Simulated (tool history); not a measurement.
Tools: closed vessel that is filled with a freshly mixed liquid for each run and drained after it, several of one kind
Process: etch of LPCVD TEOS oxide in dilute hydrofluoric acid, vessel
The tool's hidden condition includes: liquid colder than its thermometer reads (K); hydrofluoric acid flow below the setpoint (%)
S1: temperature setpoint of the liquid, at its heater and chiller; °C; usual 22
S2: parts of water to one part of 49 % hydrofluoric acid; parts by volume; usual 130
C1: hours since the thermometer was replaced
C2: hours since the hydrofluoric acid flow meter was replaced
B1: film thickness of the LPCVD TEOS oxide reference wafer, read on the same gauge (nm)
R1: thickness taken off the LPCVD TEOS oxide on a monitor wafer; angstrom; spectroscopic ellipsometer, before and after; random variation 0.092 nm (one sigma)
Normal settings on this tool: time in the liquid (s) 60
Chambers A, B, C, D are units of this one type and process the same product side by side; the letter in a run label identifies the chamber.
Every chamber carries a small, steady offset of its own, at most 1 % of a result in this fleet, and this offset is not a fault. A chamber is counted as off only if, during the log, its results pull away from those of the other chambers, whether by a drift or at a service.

{"run": "1B", "hour": 12.8, "S1": 22, "S2": 130, "time in the liquid (s)": 60, "C1": 109.6, "C2": 574.2, "B1": 79.965, "R1": 164.02}
{"hour": 21.7, "done": "chamber B: hydrofluoric acid flow meter replaced"}
{"run": "2D", "hour": 28.2, "S1": 22, "S2": 130, "time in the liquid (s)": 60, "C1": 596.2, "C2": 604.6, "B1": 79.982, "R1": 163.25}
{"run": "3C", "hour": 38.5, "S1": 22, "S2": 130, "time in the liquid (s)": 60, "C1": 691.9, "C2": 607.4, "B1": 80.003, "R1": 164.46}
{"run": "4A", "hour": 50.8, "S1": 22, "S2": 130, "time in the liquid (s)": 60, "C1": 500.3, "C2": 920.1, "B1": 80.04, "R1": 164.32}
{"run": "5C", "hour": 61.8, "S1": 22, "S2": 130, "time in the liquid (s)": 60, "C1": 715.2, "C2": 630.7, "B1": 80.006, "R1": 164.98}
{"run": "6D", "hour": 71.2, "S1": 22, "S2": 130, "time in the liquid (s)": 60, "C1": 639.2, "C2": 647.6, "B1": 80.025, "R1": 163.68}
{"run": "7B", "hour": 85.1, "S1": 22, "S2": 130, "time in the liquid (s)": 60, "C1": 181.9, "C2": 63.4, "B1": 79.981, "R1": 164.58}
{"run": "8A", "hour": 92.4, "S1": 22, "S2": 130, "time in the liquid (s)": 60, "C1": 541.9, "C2": 961.7, "B1": 80.035, "R1": 162.67}
{"run": "9D", "hour": 101.9, "S1": 22, "S2": 130, "time in the liquid (s)": 60, "C1": 669.9, "C2": 678.3, "B1": 80.014, "R1": 162.89}
{"run": "10B", "hour": 116.5, "S1": 22, "S2": 170, "time in the liquid (s)": 60, "C1": 213.3, "C2": 94.8, "B1": 80.015, "R1": 120.75}
{"run": "11C", "hour": 131.3, "S1": 22, "S2": 170, "time in the liquid (s)": 60, "C1": 784.7, "C2": 700.2, "B1": 80.002, "R1": 120.19}
{"run": "12A", "hour": 142.6, "S1": 22, "S2": 170, "time in the liquid (s)": 60, "C1": 592.1, "C2": 1011.9, "B1": 80.007, "R1": 120.63}
{"run": "13C", "hour": 155.9, "S1": 22, "S2": 170, "time in the liquid (s)": 60, "C1": 809.3, "C2": 724.8, "B1": 80.043, "R1": 118.75}
{"run": "14D", "hour": 168.8, "S1": 22, "S2": 130, "time in the liquid (s)": 60, "C1": 736.8, "C2": 745.2, "B1": 79.982, "R1": 163.66}
{"hour": 170.6, "done": "chamber D: thermometer replaced"}
{"run": "15A", "hour": 177.0, "S1": 22, "S2": 130, "time in the liquid (s)": 60, "C1": 626.5, "C2": 1046.3, "B1": 79.986, "R1": 164.7}
{"run": "16B", "hour": 191.7, "S1": 22, "S2": 160, "time in the liquid (s)": 60, "C1": 288.5, "C2": 170, "B1": 79.994, "R1": 129.63}
{"run": "17C", "hour": 199.1, "S1": 22, "S2": 160, "time in the liquid (s)": 60, "C1": 852.5, "C2": 768, "B1": 80.036, "R1": 128.58}
{"run": "18B", "hour": 214.0, "S1": 22, "S2": 160, "time in the liquid (s)": 60, "C1": 310.8, "C2": 192.3, "B1": 80.015, "R1": 130.68}
{"run": "19D", "hour": 222.9, "S1": 22, "S2": 160, "time in the liquid (s)": 60, "C1": 52.3, "C2": 799.3, "B1": 79.992, "R1": 129.06}
{"run": "20A", "hour": 232.7, "S1": 22, "S2": 130, "time in the liquid (s)": 60, "C1": 682.2, "C2": 1102, "B1": 79.999, "R1": 164.25}
{"run": "21B", "hour": 245.3, "S1": 22, "S2": 130, "time in the liquid (s)": 60, "C1": 342.1, "C2": 223.6, "B1": 79.974, "R1": 164.4}
{"run": "22C", "hour": 257.8, "S1": 22, "S2": 85, "time in the liquid (s)": 60, "C1": 911.2, "C2": 826.7, "B1": 79.971, "R1": 268.05}
{"run": "23D", "hour": 265.8, "S1": 22, "S2": 85, "time in the liquid (s)": 60, "C1": 95.2, "C2": 842.2, "B1": 79.998, "R1": 264.97}
{"run": "24A", "hour": 279.0, "S1": 22, "S2": 85, "time in the liquid (s)": 60, "C1": 728.5, "C2": 1148.3, "B1": 80.023, "R1": 264.92}
{"run": "25B", "hour": 286.1, "S1": 22, "S2": 85, "time in the liquid (s)": 60, "C1": 382.9, "C2": 264.4, "B1": 80.036, "R1": 262.68}
{"run": "26D", "hour": 297.9, "S1": 22, "S2": 130, "time in the liquid (s)": 60, "C1": 127.3, "C2": 874.3, "B1": 80.001, "R1": 163.56}
{"run": "27A", "hour": 308.1, "S1": 22, "S2": 130, "time in the liquid (s)": 60, "C1": 757.6, "C2": 1177.4, "B1": 80.007, "R1": 164}
{"run": "28C", "hour": 320.9, "S1": 22, "S2": 175, "time in the liquid (s)": 45, "C1": 974.3, "C2": 889.8, "B1": 79.969, "R1": 86.956}
{"run": "29C", "hour": 332.9, "S1": 22, "S2": 175, "time in the liquid (s)": 45, "C1": 986.3, "C2": 901.8, "B1": 80.006, "R1": 87.781}
{"run": "30D", "hour": 345.3, "S1": 22, "S2": 175, "time in the liquid (s)": 45, "C1": 174.7, "C2": 921.7, "B1": 79.988, "R1": 88.007}
{"run": "31B", "hour": 353.3, "S1": 22, "S2": 175, "time in the liquid (s)": 45, "C1": 450.1, "C2": 331.6, "B1": 79.999, "R1": 87.88}
{"run": "32A", "hour": 368.2, "S1": 22, "S2": 130, "time in the liquid (s)": 60, "C1": 817.7, "C2": 1237.5, "B1": 79.979, "R1": 164.06}

All 4 chambers run these settings next. Forecast each chamber's results:
{"run": "33A", "hour": 379.4, "S1": 22, "S2": 175, "time in the liquid (s)": 60, "R1": "?"}
{"run": "33B", "hour": 379.4, "S1": 22, "S2": 175, "time in the liquid (s)": 60, "R1": "?"}
{"run": "33C", "hour": 379.4, "S1": 22, "S2": 175, "time in the liquid (s)": 60, "R1": "?"}
{"run": "33D", "hour": 379.4, "S1": 22, "S2": 175, "time in the liquid (s)": 60, "R1": "?"}

run=33A R1=115.9
run=33B R1=116.1
run=33C R1=115.76
run=33D R1=116.81
